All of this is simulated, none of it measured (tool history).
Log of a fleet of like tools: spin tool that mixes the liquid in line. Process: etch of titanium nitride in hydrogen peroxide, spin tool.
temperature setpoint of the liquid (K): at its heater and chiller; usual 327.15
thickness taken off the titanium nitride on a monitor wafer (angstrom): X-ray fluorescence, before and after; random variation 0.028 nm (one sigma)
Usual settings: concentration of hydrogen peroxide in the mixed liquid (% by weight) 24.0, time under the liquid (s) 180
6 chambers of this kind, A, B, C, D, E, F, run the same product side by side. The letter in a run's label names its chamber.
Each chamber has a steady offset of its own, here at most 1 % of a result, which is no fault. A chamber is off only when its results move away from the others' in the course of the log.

| run | hour | temperature setpoint of the liquid (K) | concentration of hydrogen peroxide in the mixed liquid (% by weight) | time under the liquid (s) | read-back film thickness of the titanium nitride reference wafer, read on the same gauge (nm) | thickness taken off the titanium nitride on a monitor wafer (angstrom) |
|---|---|---|---|---|---|---|
| 1E | 5.3 | 327.15 | 24.0 | 180 | 89.980 | 94.378 |
|  | 11.7 | chamber D: peroxide flow meter replaced |
| 2A | 11.8 | 327.15 | 24.0 | 180 | 90.020 | 93.191 |
| 3C | 19.1 | 327.15 | 24.0 | 180 | 90.014 | 92.413 |
| 4F | 26.0 | 327.15 | 24.0 | 180 | 90.016 | 93.748 |
| 5D | 30.8 | 327.15 | 24.0 | 180 | 90.013 | 93.387 |
| 6B | 35.9 | 327.15 | 24.0 | 180 | 89.983 | 92.581 |
| 7D | 43.6 | 327.15 | 24.0 | 180 | 90.044 | 93.238 |
| 8C | 51.5 | 327.15 | 24.0 | 180 | 89.985 | 91.976 |
| 9A | 58.2 | 327.15 | 24.0 | 180 | 89.996 | 93.789 |
| 10B | 65.1 | 327.15 | 24.0 | 180 | 90.001 | 93.046 |
| 11E | 74.1 | 327.15 | 24.0 | 180 | 90.030 | 93.781 |
| 12F | 82.9 | 327.15 | 24.0 | 180 | 89.999 | 94.007 |
| 13F | 87.3 | 327.15 | 24.0 | 180 | 90.007 | 93.694 |
| 14A | 94.1 | 322.65 | 24.0 | 180 | 89.992 | 67.661 |
| 15C | 103.3 | 322.65 | 24.0 | 180 | 89.988 | 67.078 |
| 16B | 108.2 | 322.65 | 24.0 | 180 | 89.985 | 67.886 |
| 17D | 112.4 | 322.65 | 24.0 | 180 | 90.036 | 67.040 |
| 18E | 117.4 | 322.65 | 24.0 | 180 | 90.002 | 67.617 |
|  | 120.7 | chamber F: peroxide flow meter replaced |
| 19D | 121.5 | 322.65 | 24.0 | 180 | 89.994 | 67.581 |
| 20A | 125.7 | 327.15 | 24.0 | 180 | 90.016 | 92.931 |
| 21C | 132.3 | 327.15 | 24.0 | 180 | 90.029 | 92.216 |
|  | 136.8 | chamber B: new drum of peroxide connected |
| 22E | 139.3 | 327.15 | 24.0 | 180 | 89.957 | 93.288 |
| 23B | 148.6 | 327.15 | 24.0 | 180 | 89.973 | 93.099 |
| 24F | 156.1 | 327.15 | 24.0 | 180 | 89.997 | 95.443 |
| 25B | 161.9 | 327.15 | 24.0 | 180 | 89.994 | 93.142 |
| 26F | 166.2 | 327.15 | 24.0 | 180 | 90.025 | 94.439 |
| 27E | 171.3 | 327.15 | 29.5 | 180 | 89.989 | 98.199 |
| 28C | 177.9 | 327.15 | 29.5 | 180 | 90.043 | 96.514 |
| 29A | 187.2 | 327.15 | 29.5 | 180 | 90.017 | 98.042 |
| 30D | 191.4 | 327.15 | 29.5 | 180 | 89.964 | 98.057 |
| 31A | 199.2 | 327.15 | 29.5 | 180 | 89.987 | 97.245 |
| 32B | 205.6 | 327.15 | 29.5 | 180 | 90.017 | 97.720 |
| 33E | 211.6 | 327.15 | 24.0 | 180 | 89.999 | 93.954 |
| 34C | 218.6 | 327.15 | 24.0 | 180 | 89.998 | 92.831 |
| 35F | 224.7 | 327.15 | 24.0 | 180 | 90.008 | 95.774 |
| 36D | 230.9 | 327.15 | 24.0 | 180 | 89.990 | 93.625 |
| 37A | 236.6 | 327.15 | 24.0 | 180 | 90.009 | 93.432 |
| 38D | 242.0 | 327.15 | 24.0 | 180 | 89.958 | 93.442 |
| 39E | 247.5 | 327.15 | 24.0 | 180 | 89.985 | 94.059 |
| 40F | 256.3 | 327.15 | 24.0 | 180 | 90.031 | 96.218 |

Is one chamber off against the others, does the gauge drift, or is nothing wrong? If a chamber is off, say which, and what the likeliest cause is.

Chamber F drifts away from the others.
Cause: liquid hotter than its thermometer reads (K) = 0.343.

Here are 4 candidates for chamber F's next run, each the usual settings with a change, their results left as question marks. Which one brings its results back in line with what the others give on the usual settings?
In line means no further than this from the other chambers' mean on the usual settings: thickness taken off the titanium nitride on a monitor wafer (angstrom) 0.980
| 41F-1 | 263.0 | 327.15 | 24.0 | 185 |  | ? |
| 41F-2 | 263.0 | 327.15 | 23.0 | 180 |  | ? |
| 41F-3 | 263.0 | 327.15 | 25.0 | 180 |  | ? |
| 41F-4 | 263.0 | 327.15 | 24.0 | 175 |  | ? |

The other chambers' mean on the usual settings: thickness taken off the titanium nitride on a monitor wafer (angstrom) 93.136
| run | thickness taken off the titanium nitride on a monitor wafer (angstrom) |
|---|---|
| 41F-1 | 98.551 |
| 41F-2 | 95.019 |
| 41F-3 | 96.731 |
| 41F-4 | 93.224 |
41F-4 brings the chamber back in line.

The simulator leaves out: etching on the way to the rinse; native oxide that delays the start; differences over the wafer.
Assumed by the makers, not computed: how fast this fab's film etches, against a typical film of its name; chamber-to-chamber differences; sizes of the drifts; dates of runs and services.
